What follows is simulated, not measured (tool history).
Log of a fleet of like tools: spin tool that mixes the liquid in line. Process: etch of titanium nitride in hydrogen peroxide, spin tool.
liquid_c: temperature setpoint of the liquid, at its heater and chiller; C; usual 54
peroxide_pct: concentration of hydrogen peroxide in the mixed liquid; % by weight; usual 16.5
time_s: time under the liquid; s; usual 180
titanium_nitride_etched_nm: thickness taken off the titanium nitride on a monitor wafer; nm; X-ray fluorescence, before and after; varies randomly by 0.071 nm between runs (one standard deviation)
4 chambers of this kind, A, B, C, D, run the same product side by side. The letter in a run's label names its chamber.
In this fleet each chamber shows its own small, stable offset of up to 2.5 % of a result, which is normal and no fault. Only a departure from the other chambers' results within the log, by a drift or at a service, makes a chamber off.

run    day  liquid_c  peroxide_pct  time_s  read-back film thickness of the titanium nitride reference wafer, read on the same gauge (nm)  titanium_nitride_etched_nm
 1C  0.312        54          16.5     180                                                                                         110.03                       8.738
 2D   0.55        54          16.5     180                                                                                         109.99                      8.5872
 3A  0.775        54          16.5     180                                                                                         110.01                      8.5072
 4B  1.108        54          16.5     180                                                                                         109.99                      8.8018
 5A  1.504        54          18.5     180                                                                                         109.99                      8.9726
 6C  1.996        54          18.5     180                                                                                         109.96                      8.7854
 7B  2.442        54          18.5     180                                                                                         109.96                      9.1129
 8D  2.846        54          18.5     180                                                                                         110.05                      8.7713
     3.183  -- chamber C: heated supply line repaired
 9C  3.233        54          16.5     180                                                                                         109.96                      8.6766
10A  3.721        54          16.5     180                                                                                            110                      8.6309
11B  4.012        54          16.5     180                                                                                         110.02                      8.8674
12D  4.288        54          16.5     180                                                                                         110.02                       8.366
13A  4.546        54          20.5     220                                                                                         110.01                      10.968
14D  4.871        54          20.5     220                                                                                         110.01                      10.785
15C  5.321        54          20.5     220                                                                                            110                      10.969
     5.475  -- chamber D: new drum of peroxide connected
16B  5.762        54          20.5     220                                                                                         109.99                      11.297
     5.796  -- chamber B: thermometer replaced
17A  6.183        54          16.5     180                                                                                         110.01                      8.6723
18C  6.412        54          16.5     180                                                                                         109.97                      8.7164
      6.75  -- chamber A: new drum of peroxide connected
19D  6.779        54          16.5     180                                                                                         110.03                      8.2761
20B  7.012        54          16.5     245                                                                                         110.01                      11.993
21C  7.238        54          16.5     245                                                                                         110.02                      11.888
22B  7.692        54          16.5     245                                                                                         110.06                      12.004
23A  8.188        54          16.5     245                                                                                         110.01                      11.876
24D  8.654        54          16.5     180                                                                                         109.98                      8.1185
25B  9.121        54          16.5     180                                                                                         109.99                      8.8384
26A  9.554        54          16.5     180                                                                                            110                      8.6192

Has any chamber moved away from the others, gradually or after a service, or does the common gauge drift, or do the chambers differ only by their own small steady offsets? State the chamber and the most likely cause if one applies.

It is chamber D that slowly wanders off from its peers.
What lies behind it: liquid colder than its thermometer reads (K) = 0.956.
The log may not separate it from: temperature lost on the way to the wafer (K).

Below are 4 candidate recipes for chamber D's next run, each the usual settings with a change, their results shown as question marks. Which of them brings D's results back in line with what the other chambers give on the usual settings?
To be in line, a result may differ from the other chambers' mean on the usual settings by at most: titanium_nitride_etched_nm 0.25 nm
27D-1  9.908        55          16.5     180                                                                                                                          ?
27D-2  9.908      52.5          16.5     170                                                                                                                          ?
27D-3  9.908        54          16.5     165                                                                                                                          ?
27D-4  9.908      55.5          16.5     190                                                                                                                          ?

Other chambers, usual settings, mean: titanium_nitride_etched_nm 8.7363 nm
  run  titanium_nitride_etched_nm
27D-1                      8.6108
27D-2                       6.805
27D-3                      7.3495
27D-4                      9.4146
It is 27D-1 that realigns the chamber with its peers.

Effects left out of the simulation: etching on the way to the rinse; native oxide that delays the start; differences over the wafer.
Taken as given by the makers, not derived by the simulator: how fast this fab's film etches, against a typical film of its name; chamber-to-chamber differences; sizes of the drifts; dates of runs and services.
